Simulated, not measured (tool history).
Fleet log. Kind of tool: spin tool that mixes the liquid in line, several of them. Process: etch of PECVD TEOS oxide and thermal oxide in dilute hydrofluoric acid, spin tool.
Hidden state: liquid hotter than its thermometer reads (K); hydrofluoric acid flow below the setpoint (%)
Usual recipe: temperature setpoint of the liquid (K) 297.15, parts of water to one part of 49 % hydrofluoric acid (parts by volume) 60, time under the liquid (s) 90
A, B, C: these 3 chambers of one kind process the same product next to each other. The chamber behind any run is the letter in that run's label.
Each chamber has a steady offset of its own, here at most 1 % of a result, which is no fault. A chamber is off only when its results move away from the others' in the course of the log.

run   hour  temperature setpoint of the liquid (K)  parts of water to one part of 49 % hydrofluoric acid (parts by volume)  time under the liquid (s)  hours since the thermometer was replaced  hours since the hydrofluoric acid flow meter was replaced  read-back film thickness of the PECVD TEOS oxide reference wafer, read on the same gauge (nm)  read-back film thickness of the thermal oxide reference wafer, read on the same gauge (nm)  thickness taken off the PECVD TEOS oxide on a monitor wafer (Å)  thickness taken off the thermal oxide on a monitor wafer (Å)
 1C    6.7                                  297.15                                                                      60                         90                                      68.1                                                      262.4                                                                                         139.96                                                                                      69.986                                                           164.86                                                        75.989
 2A   13.6                                  297.15                                                                      60                         90                                    1944.2                                                       85.1                                                                                         139.98                                                                                      70.002                                                           159.76                                                        76.564
 3B   24.9                                  297.15                                                                      60                         90                                    1065.1                                                      684.9                                                                                         139.97                                                                                      69.982                                                           160.45                                                        75.580
 4B   30.9                                  297.15                                                                      60                         90                                    1071.1                                                      690.9                                                                                         139.99                                                                                      70.016                                                           159.40                                                        75.949
 5C   37.2                                  297.15                                                                      60                         90                                      98.6                                                      292.9                                                                                         139.98                                                                                      70.003                                                           160.33                                                        76.112
 6A   48.6                                  297.15                                                                      60                         90                                    1979.2                                                      120.1                                                                                         140.00                                                                                      69.992                                                           162.37                                                        76.250
 7B   59.9                                  297.15                                                                      60                         90                                    1100.1                                                      719.9                                                                                         140.01                                                                                      70.010                                                           158.15                                                        76.038
 8C   69.5                                  297.15                                                                      60                         90                                     130.9                                                      325.2                                                                                         140.02                                                                                      70.000                                                           163.51                                                        76.211
 9A   81.0                                  297.15                                                                      60                         90                                    2011.6                                                      152.5                                                                                         139.98                                                                                      69.995                                                           162.47                                                        76.576
10C   90.6                                  297.15                                                                      60                         90                                     152.0                                                      346.3                                                                                         139.98                                                                                      69.992                                                           163.53                                                        76.020
11B   99.6                                  297.15                                                                      60                         90                                    1139.8                                                      759.6                                                                                         140.02                                                                                      70.010                                                           159.41                                                        75.770
12A  106.1                                  297.15                                                                      60                         90                                    2036.7                                                      177.6                                                                                         140.00                                                                                      69.993                                                           161.38                                                        76.364
13C  116.3                                  297.15                                                                      60                         90                                     177.7                                                      372.0                                                                                         139.98                                                                                      70.020                                                           162.42                                                        75.431
14B  126.0                                  297.15                                                                      40                         90                                    1166.2                                                      786.0                                                                                         140.00                                                                                      69.971                                                           246.72                                                       116.750
15A  135.8                                  297.15                                                                      40                         90                                    2066.4                                                      207.3                                                                                         139.97                                                                                      69.995                                                           245.50                                                       117.740
16A  147.0                                  297.15                                                                      40                         90                                    2077.6                                                      218.5                                                                                         140.01                                                                                      69.994                                                           246.47                                                       116.740
17C  158.4                                  297.15                                                                      60                         90                                     219.8                                                      414.1                                                                                         140.01                                                                                      69.967                                                           161.88                                                        75.760
18B  168.8                                  297.15                                                                      60                         90                                    1209.0                                                      828.8                                                                                         140.03                                                                                      69.994                                                           159.93                                                        75.525
19A  175.6                                  297.15                                                                      60                         60                                    2106.2                                                      247.1                                                                                         140.02                                                                                      69.992                                                           108.52                                                        50.579
20C  181.2                                  297.15                                                                      60                         60                                     242.6                                                      436.9                                                                                         140.00                                                                                      69.990                                                           108.54                                                        50.387
21B  187.2                                  297.15                                                                      60                         60                                    1227.4                                                      847.2                                                                                         139.98                                                                                      70.009                                                           106.38                                                        50.152
22B  197.9                                  297.15                                                                      60                         90                                    1238.1                                                      857.9                                                                                         139.96                                                                                      69.999                                                           160.82                                                        77.048
23C  209.0                                  297.15                                                                      60                         90                                     270.4                                                      464.7                                                                                         139.99                                                                                      70.000                                                           161.07                                                        75.559
24A  219.9                                  297.15                                                                      60                         90                                    2150.5                                                      291.4                                                                                         139.98                                                                                      70.019                                                           162.78                                                        76.569
25A  229.0                                  297.15                                                                      60                         90                                    2159.6                                                      300.5                                                                                         139.99                                                                                      70.000                                                           158.77                                                        77.133
26B  234.9                                  297.15                                                                      60                         90                                    1275.1                                                      894.9                                                                                         140.01                                                                                      70.001                                                           161.02                                                        76.281
27C  243.6                                  298.65                                                                      90                         90                                     305.0                                                      499.3                                                                                         140.01                                                                                      69.985                                                           109.48                                                        51.570
28A  255.1                                  298.65                                                                      90                         90                                    2185.7                                                      326.6                                                                                         140.02                                                                                      69.990                                                           109.84                                                        52.065
29C  264.8                                  298.65                                                                      90                         90                                     326.2                                                      520.5                                                                                         139.99                                                                                      70.005                                                           110.14                                                        51.610
30B  271.1                                  297.15                                                                      60                         90                                    1311.3                                                      931.1                                                                                         139.98                                                                                      69.995                                                           159.26                                                        76.223
     272.6  -- chamber A: thermometer replaced
31A  280.6                                  297.15                                                                      60                         90                                       8.1                                                      352.1                                                                                         139.98                                                                                      70.008                                                           160.30                                                        76.426
32B  287.2                                  297.15                                                                      60                         90                                    1327.4                                                      947.2                                                                                         139.98                                                                                      70.006                                                           159.31                                                        76.348

Has any chamber moved away from the others, gradually or after a service, or does the common gauge drift, or do the chambers differ only by their own small steady offsets? State the chamber and the most likely cause if one applies.

The fleet is healthy, with each chamber sitting at its usual small offset and no drift in the gauge.
